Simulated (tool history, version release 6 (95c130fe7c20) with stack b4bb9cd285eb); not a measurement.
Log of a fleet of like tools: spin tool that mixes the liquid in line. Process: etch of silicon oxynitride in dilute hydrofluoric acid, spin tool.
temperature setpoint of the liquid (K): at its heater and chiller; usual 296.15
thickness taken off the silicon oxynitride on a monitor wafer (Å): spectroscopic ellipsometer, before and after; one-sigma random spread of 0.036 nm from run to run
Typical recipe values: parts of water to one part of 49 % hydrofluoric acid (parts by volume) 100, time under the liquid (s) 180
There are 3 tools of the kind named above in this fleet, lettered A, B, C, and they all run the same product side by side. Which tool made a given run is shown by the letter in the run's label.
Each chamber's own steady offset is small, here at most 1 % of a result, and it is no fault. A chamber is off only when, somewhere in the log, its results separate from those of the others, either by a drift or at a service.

run,hour,temperature setpoint of the liquid (K),parts of water to one part of 49 % hydrofluoric acid (parts by volume),time under the liquid (s),"read-back film thickness of the silicon oxynitride reference wafer, read on the same gauge (nm)",thickness taken off the silicon oxynitride on a monitor wafer (Å)
1C,5.7,296.15,100,180,39.986,33.899
2A,15.6,296.15,100,180,39.992,33.683
3B,24.2,296.15,100,180,40.016,33.675
4B,29.8,296.15,100,180,39.987,34.16
5C,37.5,296.15,100,180,39.972,33.124
6A,46.7,296.15,100,180,39.985,33.573
7C,54.8,296.15,100,180,39.973,33.628
8A,60.1,296.15,100,180,40.022,33.272
9B,65,296.15,100,180,40.019,33.986
10A,71.8,296.15,100,180,40.027,34.682
11C,81.5,296.15,100,180,40.001,33.79
12B,89.2,296.15,100,180,40.011,33.637
13A,94,296.15,100,180,40.033,34.552
14B,102,296.15,100,180,39.996,33.819
15C,107.8,296.15,100,180,39.998,34.282
16C,113.5,296.15,100,180,39.961,34.108
# hour 118.8: chamber A: thermometer replaced
17A,121.5,296.15,100,180,39.982,35.063
18B,127.2,296.15,100,180,39.989,34.535
19B,134.1,296.15,100,180,40.02,34.646
20C,139.7,296.15,100,180,40,33.868
21A,144.9,296.15,100,180,39.986,34.366
22B,153.4,296.15,100,180,39.963,33.886
23C,162.5,296.15,100,180,40.012,32.731
24A,169.1,296.15,100,180,39.989,35.466
25A,175.8,296.15,100,270,40,53.85
26C,184.9,296.15,100,270,39.995,51.491
27B,195.4,296.15,100,270,39.984,51.588
28A,206.1,296.15,100,180,40.005,35.058
29B,214.5,296.15,100,180,40.002,33.751
# hour 217.7: chamber B: hydrofluoric acid flow meter replaced
30C,225.4,296.15,100,180,40.012,34.033
31A,230.5,296.15,100,180,40.014,35.309
32C,238,296.15,100,180,40.005,34.006
33B,248.8,296.15,100,180,39.972,33.495

All chambers now run identical settings, listed one chamber a line with results as question marks. What results will each chamber show?
34A,256.6,296.15,55,180,,?
34B,256.6,296.15,55,180,,?
34C,256.6,296.15,55,180,,?

run,thickness taken off the silicon oxynitride on a monitor wafer (Å)
34A,67.855
34B,62.244
34C,63.148
